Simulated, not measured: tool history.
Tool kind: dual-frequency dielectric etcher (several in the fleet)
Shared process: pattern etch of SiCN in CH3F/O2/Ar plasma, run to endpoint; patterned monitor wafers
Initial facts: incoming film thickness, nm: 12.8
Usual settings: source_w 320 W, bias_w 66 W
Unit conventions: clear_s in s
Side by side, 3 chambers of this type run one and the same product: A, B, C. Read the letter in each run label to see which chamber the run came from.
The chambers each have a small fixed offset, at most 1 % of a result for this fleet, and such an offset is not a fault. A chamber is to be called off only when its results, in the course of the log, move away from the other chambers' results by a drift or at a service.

run	hour	source_w	bias_w	hours since the last wet clean	hours since the last source power generator calibration	hours since the last bias power generator calibration	clear_s
1C	9.4	320	66	424.5	4385.2	2776.0	37.939
2A	18.2	320	66	605.2	1087.7	1573.9	38.149
3B	24.4	320	66	265.3	2588.9	1069.8	38.307
4B	30.3	320	66	271.2	2594.8	1075.7	38.458
5C	37.0	320	66	452.1	4412.8	2803.6	37.799
6A	44.1	320	66	631.1	1113.6	1599.8	38.432
7B	51.1	320	66	292.0	2615.6	1096.5	38.841
8A	56.6	280	74	643.6	1126.1	1612.3	38.645
9C	61.5	280	74	476.6	4437.3	2828.1	38.315
10A	69.0	280	74	656.0	1138.5	1624.7	38.547
11C	74.1	320	66	489.2	4449.9	2840.7	38.111
12B	82.3	320	66	323.2	2646.8	1127.7	38.437
13A	88.1	320	66	675.1	1157.6	1643.8	38.003
# hour 93.0: chamber A: wet clean of the chamber
# hour 94.4: chamber C: wet clean of the chamber
14C	96.8	320	66	2.4	4472.6	2863.4	39.478
15B	106.0	320	66	346.9	2670.5	1151.4	38.394
16B	110.0	320	66	350.9	2674.5	1155.4	38.204
17A	117.6	320	66	24.6	1187.1	1673.3	37.875
18C	126.9	290	66	32.5	4502.7	2893.5	41.080
19C	131.7	290	66	37.3	4507.5	2898.3	41.403
20B	137.4	290	66	378.3	2701.9	1182.8	39.961
21A	144.3	320	66	51.3	1213.8	1700.0	38.126
22A	152.2	320	66	59.2	1221.7	1707.9	38.497
23B	160.6	320	66	401.5	2725.1	1206.0	38.137
24C	166.0	320	66	71.6	4541.8	2932.6	39.456
25A	172.6	320	66	79.6	1242.1	1728.3	38.017
26C	182.0	320	66	87.6	4557.8	2948.6	39.413
27B	186.7	320	66	427.6	2751.2	1232.1	38.312
28C	193.1	270	75	98.7	4568.9	2959.7	40.256
29B	197.8	270	75	438.7	2762.3	1243.2	39.467
30A	202.8	270	75	109.8	1272.3	1758.5	38.744
31C	208.3	320	66	113.9	4584.1	2974.9	39.520
32A	213.7	320	66	120.7	1283.2	1769.4	38.294
33B	218.5	320	66	459.4	2783.0	1263.9	38.849
34B	227.2	320	66	468.1	2791.7	1272.6	38.428
35C	235.2	250	74	140.8	4611.0	3001.8	41.908
36A	241.3	250	74	148.3	1310.8	1797.0	40.163
37C	248.1	250	74	153.7	4623.9	3014.7	41.853
38B	252.4	320	78	493.3	2816.9	1297.8	36.166
39A	260.4	320	78	167.4	1329.9	1816.1	36.085
40A	269.4	320	78	176.4	1338.9	1825.1	35.940
41C	274.0	320	66	179.6	4649.8	3040.6	39.415

Does one chamber stand apart from the rest, does the shared gauge drift, or is all well apart from small per-chamber offsets? Give the chamber and the most likely cause, where there is one.

After it was serviced, chamber C no longer matches the other chambers.
Most likely cause: etch rate under this chamber's usual, % = 4.18.

Which of the 4 candidates below, each the usual settings with something changed and its results left as question marks, puts chamber C back in line with what the other chambers give on the usual settings?
Maximum distance from the other chambers' mean on the usual settings for a result to count as in line: clear_s 0.540 s
42C-1	280.7	310	66				?
42C-2	280.7	330	66				?
42C-3	280.7	350	66				?
42C-4	280.7	310	63				?

The other chambers' mean on the usual settings: clear_s 38.321 s
run	clear_s
42C-1	40.074
42C-2	39.150
42C-3	38.298
42C-4	40.732
The right change is 42C-3: it brings the chamber back within the allowed miss of the others.
